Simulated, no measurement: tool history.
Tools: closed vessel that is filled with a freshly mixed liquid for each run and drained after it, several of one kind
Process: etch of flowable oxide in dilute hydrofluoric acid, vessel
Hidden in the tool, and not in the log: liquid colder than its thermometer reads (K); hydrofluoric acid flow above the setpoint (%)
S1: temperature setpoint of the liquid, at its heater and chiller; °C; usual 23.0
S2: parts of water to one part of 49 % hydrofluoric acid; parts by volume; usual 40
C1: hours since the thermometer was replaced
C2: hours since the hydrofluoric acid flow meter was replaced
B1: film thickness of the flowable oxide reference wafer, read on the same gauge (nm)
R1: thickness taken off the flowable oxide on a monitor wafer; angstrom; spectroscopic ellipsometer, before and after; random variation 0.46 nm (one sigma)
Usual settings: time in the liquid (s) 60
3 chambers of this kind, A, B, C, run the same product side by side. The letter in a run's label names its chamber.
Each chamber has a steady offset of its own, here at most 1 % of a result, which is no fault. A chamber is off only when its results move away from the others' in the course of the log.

run 1A hour=11.5 | S1=23.0 S2=40 time_in_the_liquid_(s)=60 | C1=38.9 C2=132.9 | B1=90.010 | R1=472.64
run 2B hour=17.7 | S1=23.0 S2=40 time_in_the_liquid_(s)=60 | C1=72.3 C2=126.4 | B1=90.014 | R1=464.69
run 3C hour=30.3 | S1=23.0 S2=40 time_in_the_liquid_(s)=60 | C1=1640.3 C2=306.1 | B1=89.980 | R1=466.77
run 4A hour=41.0 | S1=23.0 S2=40 time_in_the_liquid_(s)=60 | C1=68.4 C2=162.4 | B1=90.025 | R1=469.32
run 5B hour=50.8 | S1=23.0 S2=40 time_in_the_liquid_(s)=60 | C1=105.4 C2=159.5 | B1=90.017 | R1=465.92
run 6C hour=61.2 | S1=23.0 S2=40 time_in_the_liquid_(s)=60 | C1=1671.2 C2=337.0 | B1=90.035 | R1=473.39
run 7A hour=69.1 | S1=23.0 S2=40 time_in_the_liquid_(s)=60 | C1=96.5 C2=190.5 | B1=89.990 | R1=467.70
run 8C hour=76.7 | S1=23.0 S2=40 time_in_the_liquid_(s)=60 | C1=1686.7 C2=352.5 | B1=90.009 | R1=473.17
run 9B hour=85.6 | S1=23.0 S2=40 time_in_the_liquid_(s)=60 | C1=140.2 C2=194.3 | B1=90.003 | R1=459.40
run 10C hour=92.4 | S1=23.0 S2=40 time_in_the_liquid_(s)=60 | C1=1702.4 C2=368.2 | B1=90.047 | R1=469.07
run 11A hour=101.6 | S1=23.0 S2=40 time_in_the_liquid_(s)=90 | C1=129.0 C2=223.0 | B1=89.999 | R1=706.78
run 12B hour=111.7 | S1=23.0 S2=40 time_in_the_liquid_(s)=90 | C1=166.3 C2=220.4 | B1=89.980 | R1=689.10
run 13C hour=123.2 | S1=23.0 S2=40 time_in_the_liquid_(s)=90 | C1=1733.2 C2=399.0 | B1=90.015 | R1=706.62
run 14B hour=130.5 | S1=23.0 S2=40 time_in_the_liquid_(s)=60 | C1=185.1 C2=239.2 | B1=90.035 | R1=461.70
run 15A hour=136.8 | S1=20.5 S2=40 time_in_the_liquid_(s)=85 | C1=164.2 C2=258.2 | B1=89.992 | R1=595.61
run 16A hour=146.2 | S1=20.5 S2=40 time_in_the_liquid_(s)=85 | C1=173.6 C2=267.6 | B1=90.005 | R1=598.24
run 17B hour=153.7 | S1=20.5 S2=40 time_in_the_liquid_(s)=85 | C1=208.3 C2=262.4 | B1=90.000 | R1=588.42
run 18C hour=160.2 | S1=23.0 S2=40 time_in_the_liquid_(s)=60 | C1=1770.2 C2=436.0 | B1=90.018 | R1=463.99
run 19C hour=167.7 | S1=23.0 S2=40 time_in_the_liquid_(s)=60 | C1=1777.7 C2=443.5 | B1=90.005 | R1=470.01
run 20A hour=179.2 | S1=23.0 S2=40 time_in_the_liquid_(s)=60 | C1=206.6 C2=300.6 | B1=89.995 | R1=470.25
run 21B hour=187.9 | S1=23.0 S2=40 time_in_the_liquid_(s)=60 | C1=242.5 C2=296.6 | B1=89.990 | R1=460.71
run 22C hour=199.6 | S1=23.0 S2=40 time_in_the_liquid_(s)=60 | C1=1809.6 C2=475.4 | B1=90.008 | R1=472.23
run 23A hour=210.8 | S1=23.0 S2=40 time_in_the_liquid_(s)=60 | C1=238.2 C2=332.2 | B1=90.026 | R1=469.94
run 24B hour=219.3 | S1=23.0 S2=40 time_in_the_liquid_(s)=60 | C1=273.9 C2=328.0 | B1=90.012 | R1=469.46
run 25A hour=225.1 | S1=23.0 S2=40 time_in_the_liquid_(s)=60 | C1=252.5 C2=346.5 | B1=90.009 | R1=459.57
run 26C hour=235.0 | S1=23.0 S2=40 time_in_the_liquid_(s)=60 | C1=1845.0 C2=510.8 | B1=90.005 | R1=470.56
run 27B hour=246.3 | S1=23.0 S2=40 time_in_the_liquid_(s)=60 | C1=300.9 C2=355.0 | B1=90.006 | R1=461.42
run 28B hour=256.4 | S1=23.0 S2=40 time_in_the_liquid_(s)=60 | C1=311.0 C2=365.1 | B1=90.005 | R1=461.62
run 29A hour=264.2 | S1=23.0 S2=40 time_in_the_liquid_(s)=60 | C1=291.6 C2=385.6 | B1=90.011 | R1=469.06
run 30C hour=276.9 | S1=23.0 S2=40 time_in_the_liquid_(s)=60 | C1=1886.9 C2=552.7 | B1=89.972 | R1=471.01
run 31A hour=284.6 | S1=23.0 S2=40 time_in_the_liquid_(s)=60 | C1=312.0 C2=406.0 | B1=89.996 | R1=459.89
run 32B hour=296.9 | S1=23.0 S2=40 time_in_the_liquid_(s)=90 | C1=351.5 C2=405.6 | B1=90.042 | R1=689.43
run 33C hour=303.6 | S1=23.0 S2=40 time_in_the_liquid_(s)=90 | C1=1913.6 C2=579.4 | B1=89.991 | R1=703.92

All 3 chambers run these settings next. Forecast each chamber's results:
run 34A hour=312.9 | S1=23.0 S2=40 time_in_the_liquid_(s)=60 | R1=?
run 34B hour=312.9 | S1=23.0 S2=40 time_in_the_liquid_(s)=60 | R1=?
run 34C hour=312.9 | S1=23.0 S2=40 time_in_the_liquid_(s)=60 | R1=?

run=34A R1=468.44
run=34B R1=462.72
run=34C R1=470.48
